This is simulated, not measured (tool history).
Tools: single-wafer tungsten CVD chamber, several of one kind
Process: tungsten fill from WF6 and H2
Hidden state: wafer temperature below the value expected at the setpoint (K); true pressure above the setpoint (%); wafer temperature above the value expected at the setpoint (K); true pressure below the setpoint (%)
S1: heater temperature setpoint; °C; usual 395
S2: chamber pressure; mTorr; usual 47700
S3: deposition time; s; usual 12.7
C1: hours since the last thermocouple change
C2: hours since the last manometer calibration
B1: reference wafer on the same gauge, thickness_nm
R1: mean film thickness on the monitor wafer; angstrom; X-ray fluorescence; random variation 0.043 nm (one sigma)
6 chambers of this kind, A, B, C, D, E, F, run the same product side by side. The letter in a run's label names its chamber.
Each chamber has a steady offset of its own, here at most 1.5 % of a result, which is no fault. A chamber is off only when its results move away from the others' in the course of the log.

run,hour,S1,S2,S3,C1,C2,B1,R1
1A,5.7,395,47700,12.7,296.4,447.5,38.495,415.59
2E,13.5,395,47700,12.7,2422,2058.1,38.487,416.28
3B,20.1,395,47700,12.7,116.5,145.4,38.488,412.91
4C,26.9,395,47700,12.7,953.2,189.7,38.487,418.99
5F,30.6,395,47700,12.7,936.3,997.4,38.483,415.13
6D,37.5,395,47700,12.7,1197.1,841.1,38.456,410.34
7E,42.4,395,47700,12.7,2450.9,2087,38.465,416.28
8F,46,395,47700,12.7,951.7,1012.8,38.473,414.39
9C,50.8,395,47700,12.7,977.1,213.6,38.467,418.55
10B,57.8,395,47700,12.7,154.2,183.1,38.469,413.31
11A,62.6,395,47700,12.7,353.3,504.4,38.442,414.14
12D,69.8,395,47700,12.7,1229.4,873.4,38.446,409.76
13A,74.9,395,47700,12.7,365.6,516.7,38.445,414.39
14E,82.7,395,47700,12.7,2491.2,2127.3,38.445,415.24
15D,89.5,395,47700,12.7,1249.1,893.1,38.419,410.44
16F,93.3,395,47700,12.7,999,1060.1,38.427,414.35
17B,99.7,395,47700,12.7,196.1,225,38.428,412.33
18C,106.7,395,47700,12.7,1033,269.5,38.421,418.29
19D,112,395,47700,12.7,1271.6,915.6,38.421,410.64
20F,115.6,395,47700,12.7,1021.3,1082.4,38.416,414.48
21A,122,395,47700,12.7,412.7,563.8,38.407,414.13
22E,129.5,395,47700,12.7,2538,2174.1,38.406,415.45
23C,137.4,395,47700,12.7,1063.7,300.2,38.402,418.16
24B,144.2,395,47700,12.7,240.6,269.5,38.392,412.71
25C,151.4,395,47700,12.7,1077.7,314.2,38.391,418.47
26F,155.9,395,56400,12.7,1061.6,1122.7,38.39,446.12
27D,162.4,395,56400,12.7,1322,966,38.381,441.99
28E,166.2,395,56400,12.7,2574.7,2210.8,38.375,447.28
29A,169.7,395,56400,12.7,460.4,611.5,38.385,446.67
30B,174.8,395,56400,12.7,271.2,300.1,38.365,444.55
31E,179.6,395,56400,12.7,2588.1,2224.2,38.368,446.84
32A,183.2,395,47700,12.7,473.9,625,38.37,414.6
33D,187.4,395,47700,12.7,1347,991,38.365,409.17
34C,192.6,395,47700,12.7,1118.9,355.4,38.361,417.85
35B,196.1,395,47700,12.7,292.5,321.4,38.353,412.28
36F,202.6,395,59200,12.7,1108.3,1169.4,38.357,455.63
37B,210,395,59200,12.7,306.4,335.3,38.334,453.93
38D,214.2,395,59200,12.7,1373.8,1017.8,38.347,450.74
39E,221,395,59200,12.7,2629.5,2265.6,38.347,456.1

All 6 chambers run these settings next. Forecast each chamber's results:
40A,226.6,395,47700,10.4,,,,?
40B,226.6,395,47700,10.4,,,,?
40C,226.6,395,47700,10.4,,,,?
40D,226.6,395,47700,10.4,,,,?
40E,226.6,395,47700,10.4,,,,?
40F,226.6,395,47700,10.4,,,,?

run,R1
40A,338.09
40B,336.99
40C,341.77
40D,334.96
40E,339.63
40F,337.7

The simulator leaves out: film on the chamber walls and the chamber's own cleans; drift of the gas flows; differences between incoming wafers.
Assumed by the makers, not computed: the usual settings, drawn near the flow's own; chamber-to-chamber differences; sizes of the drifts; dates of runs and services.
